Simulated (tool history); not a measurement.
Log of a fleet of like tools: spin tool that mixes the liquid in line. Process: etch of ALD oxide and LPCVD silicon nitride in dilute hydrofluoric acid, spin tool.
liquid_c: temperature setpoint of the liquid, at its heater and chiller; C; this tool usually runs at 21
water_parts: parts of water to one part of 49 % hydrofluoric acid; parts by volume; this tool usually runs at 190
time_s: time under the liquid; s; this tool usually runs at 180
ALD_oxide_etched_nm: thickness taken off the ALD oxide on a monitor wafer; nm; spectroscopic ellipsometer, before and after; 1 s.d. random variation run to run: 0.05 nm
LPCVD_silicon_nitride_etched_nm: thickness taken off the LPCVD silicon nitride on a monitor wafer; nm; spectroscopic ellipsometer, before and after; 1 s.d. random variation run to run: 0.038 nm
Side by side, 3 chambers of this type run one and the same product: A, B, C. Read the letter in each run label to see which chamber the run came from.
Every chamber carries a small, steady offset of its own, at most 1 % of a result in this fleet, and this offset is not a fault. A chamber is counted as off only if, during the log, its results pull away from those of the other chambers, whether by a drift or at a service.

run   hour  liquid_c  water_parts  time_s  hours since the thermometer was replaced  hours since the hydrofluoric acid flow meter was replaced  read-back film thickness of the ALD oxide reference wafer, read on the same gauge (nm)  read-back film thickness of the LPCVD silicon nitride reference wafer, read on the same gauge (nm)  ALD_oxide_etched_nm  LPCVD_silicon_nitride_etched_nm
 1C    8.6        21          190     180                                      35.4                                                     2092.6                                                                                  29.983                                                                                              130.02               7.4934                          0.48992
 2A   18.2        21          190     180                                       779                                                      217.3                                                                                  29.986                                                                                              129.97               7.4794                          0.41433
 3B   27.7        21          190     180                                     915.9                                                     1473.5                                                                                  29.998                                                                                              129.98               7.5567                          0.47932
 4B     37        21          190     180                                     925.2                                                     1482.8                                                                                  30.031                                                                                                 130                7.523                          0.48342
 5C     46        21          190     180                                      72.8                                                       2130                                                                                  29.974                                                                                              130.02               7.4089                          0.37192
 6A   55.7        19          240     180                                     816.5                                                      254.8                                                                                  29.993                                                                                              130.02               5.2375                          0.35683
 7A   64.8        19          240     180                                     825.6                                                      263.9                                                                                  30.011                                                                                              130.04               5.2352                          0.31216
 8C     72        19          240     180                                      98.8                                                       2156                                                                                  29.987                                                                                              130.01               5.1994                           0.3033
 9B   80.5        21          120     110                                     968.7                                                     1526.3                                                                                  29.972                                                                                              130.01               7.8144                            0.385
10B   87.3        21          120     110                                     975.5                                                     1533.1                                                                                   29.98                                                                                              130.05               7.8209                          0.40358
11A   94.8        21          120     110                                     855.6                                                      293.9                                                                                  30.048                                                                                              130.02               7.7676                          0.40779
      96.3  -- chamber C: hydrofluoric acid flow meter replaced
12C  104.5        21          190     180                                     131.3                                                        8.3                                                                                  30.012                                                                                              129.97               7.4902                          0.49257
13B  109.5        21          190     180                                     997.7                                                     1555.3                                                                                  30.027                                                                                                 130               7.4115                          0.47476
14A    119        19          190      95                                     879.8                                                      318.1                                                                                  29.971                                                                                              129.97               3.6483                          0.20918
15C  125.4        19          190      95                                     152.2                                                       29.2                                                                                  29.963                                                                                              130.02               3.6482                          0.19041
16C  134.7        19          190      95                                     161.5                                                       38.5                                                                                  30.011                                                                                              129.99               3.6514                          0.19339
17A    143      17.5          190     180                                     903.8                                                      342.1                                                                                  29.999                                                                                              129.97               6.5691                          0.36211
18B    148      17.5          190     180                                    1036.2                                                     1593.8                                                                                  30.052                                                                                              129.97               6.4375                          0.33207
19A  152.9      17.5          190     180                                     913.7                                                        352                                                                                   30.04                                                                                              129.96               6.5686                          0.37142
20B    160        21          190     180                                    1048.2                                                     1605.8                                                                                  29.981                                                                                              130.02               7.4231                            0.438
21C  168.9        21          190     180                                     195.7                                                       72.7                                                                                  30.021                                                                                              130.03               7.4889                          0.45229
22C  178.1        21          190     180                                     204.9                                                       81.9                                                                                  29.997                                                                                              129.94               7.4544                           0.4984
23B  186.6        21          190     180                                    1074.8                                                     1632.4                                                                                  30.004                                                                                                 130               7.4613                          0.41236
24A  193.8        21          190     180                                     954.6                                                      392.9                                                                                  29.995                                                                                              130.04               7.4628                          0.48773

All 3 chambers run these settings next. Forecast each chamber's results:
25A  201.4        21          190     180                                                                                                                                                                                                                                                                                                                     ?                                ?
25B  201.4        21          190     180                                                                                                                                                                                                                                                                                                                     ?                                ?
25C  201.4        21          190     180                                                                                                                                                                                                                                                                                                                     ?                                ?

run  ALD_oxide_etched_nm  LPCVD_silicon_nitride_etched_nm
25A               7.5123                          0.40449
25B               7.4265                           0.4325
25C               7.5445                          0.42472
